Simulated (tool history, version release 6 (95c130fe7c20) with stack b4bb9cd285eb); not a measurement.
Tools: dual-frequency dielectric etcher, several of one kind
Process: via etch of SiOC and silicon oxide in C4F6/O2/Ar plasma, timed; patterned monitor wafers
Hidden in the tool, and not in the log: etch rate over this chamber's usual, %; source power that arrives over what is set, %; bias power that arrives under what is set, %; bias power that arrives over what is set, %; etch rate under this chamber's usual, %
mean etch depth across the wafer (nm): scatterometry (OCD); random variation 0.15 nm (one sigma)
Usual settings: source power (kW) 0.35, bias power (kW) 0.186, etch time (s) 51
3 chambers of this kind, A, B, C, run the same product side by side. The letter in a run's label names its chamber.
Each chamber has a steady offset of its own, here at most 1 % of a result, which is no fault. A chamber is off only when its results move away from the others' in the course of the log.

run	hour	source power (kW)	bias power (kW)	etch time (s)	hours since the last wet clean	hours since the last source power generator calibration	hours since the last bias power generator calibration	read-back reference wafer on the same gauge, depth_nm	mean etch depth across the wafer (nm)
1A	2.5	0.35	0.186	51	250.4	1242	2388	49.077	54.855
2C	7.1	0.35	0.186	51	74.7	400.7	1089.5	49.101	55.237
3B	11.7	0.35	0.186	51	67.2	1775.8	867.6	49.128	55.445
4B	16.8	0.35	0.186	51	72.3	1780.9	872.7	49.121	55.658
5A	22.4	0.4	0.186	66	270.3	1261.9	2407.9	49.107	75.136
6C	27.1	0.4	0.186	66	94.7	420.7	1109.5	49.09	75.846
7B	29.5	0.4	0.186	66	85	1793.6	885.4	49.117	75.531
8A	34.4	0.35	0.186	51	282.3	1273.9	2419.9	49.066	54.733
9C	39.1	0.35	0.186	51	106.7	432.7	1121.5	49.111	55.479
10A	43	0.35	0.186	51	290.9	1282.5	2428.5	49.106	54.854
11B	46.6	0.35	0.186	51	102.1	1810.7	902.5	49.128	55.831
12C	50.2	0.35	0.186	51	117.8	443.8	1132.6	49.118	55.746
13B	52.9	0.35	0.186	51	108.4	1817	908.8	49.123	55.986
14C	58.5	0.35	0.186	51	126.1	452.1	1140.9	49.155	55.509
15A	62	0.35	0.186	51	309.9	1301.5	2447.5	49.078	54.947
16C	65.5	0.35	0.186	51	133.1	459.1	1147.9	49.086	55.56
17A	69.7	0.35	0.186	51	317.6	1309.2	2455.2	49.136	55.003
18B	74.5	0.38	0.186	51	130	1838.6	930.4	49.106	58.051
19C	77.9	0.38	0.186	51	145.5	471.5	1160.3	49.152	57.149
20B	83.2	0.38	0.186	51	138.7	1847.3	939.1	49.113	58.181
21A	88.2	0.35	0.186	51	336.1	1327.7	2473.7	49.102	55.18

Next, every chamber runs the same settings. What will each give?
22A	92.3	0.28	0.186	51					?
22B	92.3	0.28	0.186	51					?
22C	92.3	0.28	0.186	51					?

run	mean etch depth across the wafer (nm)
22A	50.312
22B	51.894
22C	51.191
